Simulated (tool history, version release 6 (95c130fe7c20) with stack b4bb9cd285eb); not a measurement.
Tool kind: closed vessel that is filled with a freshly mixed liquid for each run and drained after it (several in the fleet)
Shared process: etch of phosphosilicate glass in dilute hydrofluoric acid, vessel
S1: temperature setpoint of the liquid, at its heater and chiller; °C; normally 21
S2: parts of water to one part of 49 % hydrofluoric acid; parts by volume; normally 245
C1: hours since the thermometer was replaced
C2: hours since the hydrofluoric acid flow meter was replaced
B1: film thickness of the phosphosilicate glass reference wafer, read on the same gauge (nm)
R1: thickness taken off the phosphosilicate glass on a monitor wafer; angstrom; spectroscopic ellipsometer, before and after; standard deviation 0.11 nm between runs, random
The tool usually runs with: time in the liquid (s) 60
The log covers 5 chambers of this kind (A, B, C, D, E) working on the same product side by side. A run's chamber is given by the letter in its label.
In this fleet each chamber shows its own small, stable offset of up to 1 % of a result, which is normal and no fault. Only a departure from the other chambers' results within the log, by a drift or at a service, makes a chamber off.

run 1B hour=5.7 | S1=21 S2=245 time_in_the_liquid_(s)=60 | C1=724.1 C2=521 | B1=29.997 | R1=251.01
run 2D hour=8.6 | S1=21 S2=245 time_in_the_liquid_(s)=60 | C1=153.1 C2=455.9 | B1=29.98 | R1=252.41
run 3C hour=13.6 | S1=21 S2=245 time_in_the_liquid_(s)=60 | C1=1265.5 C2=278.4 | B1=29.997 | R1=247.16
run 4E hour=16.5 | S1=21 S2=245 time_in_the_liquid_(s)=60 | C1=755.8 C2=21.9 | B1=29.999 | R1=249.35
run 5A hour=21.4 | S1=21 S2=245 time_in_the_liquid_(s)=60 | C1=539.4 C2=582.3 | B1=30.004 | R1=251.96
run 6B hour=26.9 | S1=21 S2=245 time_in_the_liquid_(s)=60 | C1=745.3 C2=542.2 | B1=29.988 | R1=252.06
run 7E hour=32.2 | S1=18 S2=245 time_in_the_liquid_(s)=35 | C1=771.5 C2=37.6 | B1=29.997 | R1=129.29
run 8A hour=37.8 | S1=18 S2=245 time_in_the_liquid_(s)=35 | C1=555.8 C2=598.7 | B1=29.98 | R1=131.4
run 9C hour=42 | S1=18 S2=245 time_in_the_liquid_(s)=35 | C1=1293.9 C2=306.8 | B1=29.966 | R1=129.59
run 10D hour=46.6 | S1=18 S2=245 time_in_the_liquid_(s)=35 | C1=191.1 C2=493.9 | B1=30.012 | R1=131.24
run 11C hour=50.7 | S1=18 S2=245 time_in_the_liquid_(s)=35 | C1=1302.6 C2=315.5 | B1=29.997 | R1=130.03
run 12E hour=53.8 | S1=21 S2=245 time_in_the_liquid_(s)=60 | C1=793.1 C2=59.2 | B1=29.984 | R1=246.91
run 13B hour=58 | S1=21 S2=245 time_in_the_liquid_(s)=60 | C1=776.4 C2=573.3 | B1=29.974 | R1=250.8
run 14D hour=62.5 | S1=24 S2=245 time_in_the_liquid_(s)=60 | C1=207 C2=509.8 | B1=29.991 | R1=285.51
run 15A hour=65 | S1=24 S2=245 time_in_the_liquid_(s)=60 | C1=583 C2=625.9 | B1=30.005 | R1=281.34
run 16B hour=69.3 | S1=24 S2=245 time_in_the_liquid_(s)=60 | C1=787.7 C2=584.6 | B1=29.989 | R1=277.66
run 17E hour=73.8 | S1=24 S2=245 time_in_the_liquid_(s)=60 | C1=813.1 C2=79.2 | B1=29.974 | R1=277.36
run 18D hour=79.1 | S1=24 S2=245 time_in_the_liquid_(s)=60 | C1=223.6 C2=526.4 | B1=30 | R1=285.71
run 19A hour=84.2 | S1=21 S2=245 time_in_the_liquid_(s)=60 | C1=602.2 C2=645.1 | B1=30.026 | R1=252.67
run 20C hour=88.2 | S1=21 S2=245 time_in_the_liquid_(s)=60 | C1=1340.1 C2=353 | B1=29.992 | R1=249.79
run 21E hour=92.5 | S1=21 S2=245 time_in_the_liquid_(s)=60 | C1=831.8 C2=97.9 | B1=30.021 | R1=251.24
run 22A hour=97.3 | S1=21 S2=245 time_in_the_liquid_(s)=60 | C1=615.3 C2=658.2 | B1=30.016 | R1=251.52
run 23D hour=103.1 | S1=21 S2=245 time_in_the_liquid_(s)=60 | C1=247.6 C2=550.4 | B1=30.005 | R1=257.65
run 24C hour=106.1 | S1=21 S2=245 time_in_the_liquid_(s)=60 | C1=1358 C2=370.9 | B1=30.01 | R1=246.71
run 25B hour=109 | S1=21 S2=245 time_in_the_liquid_(s)=60 | C1=827.4 C2=624.3 | B1=29.999 | R1=251.85
run 26D hour=114.2 | S1=21 S2=330 time_in_the_liquid_(s)=70 | C1=258.7 C2=561.5 | B1=29.975 | R1=208.33
run 27B hour=118.8 | S1=21 S2=330 time_in_the_liquid_(s)=70 | C1=837.2 C2=634.1 | B1=29.989 | R1=199.56
run 28C hour=124.2 | S1=21 S2=330 time_in_the_liquid_(s)=70 | C1=1376.1 C2=389 | B1=30.039 | R1=197.07
run 29A hour=127.6 | S1=21 S2=330 time_in_the_liquid_(s)=70 | C1=645.6 C2=688.5 | B1=29.98 | R1=201.77
run 30E hour=132.9 | S1=21 S2=330 time_in_the_liquid_(s)=70 | C1=872.2 C2=138.3 | B1=30.001 | R1=200.34
run 31C hour=138.1 | S1=21 S2=245 time_in_the_liquid_(s)=60 | C1=1390 C2=402.9 | B1=29.956 | R1=248

Each of the 5 chambers runs these same settings next. Fill in every chamber's results:
run 32A hour=142.3 | S1=21 S2=245 time_in_the_liquid_(s)=60 | R1=?
run 32B hour=142.3 | S1=21 S2=245 time_in_the_liquid_(s)=60 | R1=?
run 32C hour=142.3 | S1=21 S2=245 time_in_the_liquid_(s)=60 | R1=?
run 32D hour=142.3 | S1=21 S2=245 time_in_the_liquid_(s)=60 | R1=?
run 32E hour=142.3 | S1=21 S2=245 time_in_the_liquid_(s)=60 | R1=?

run=32A R1=251.1
run=32B R1=248.82
run=32C R1=247.83
run=32D R1=261.06
run=32E R1=249.24
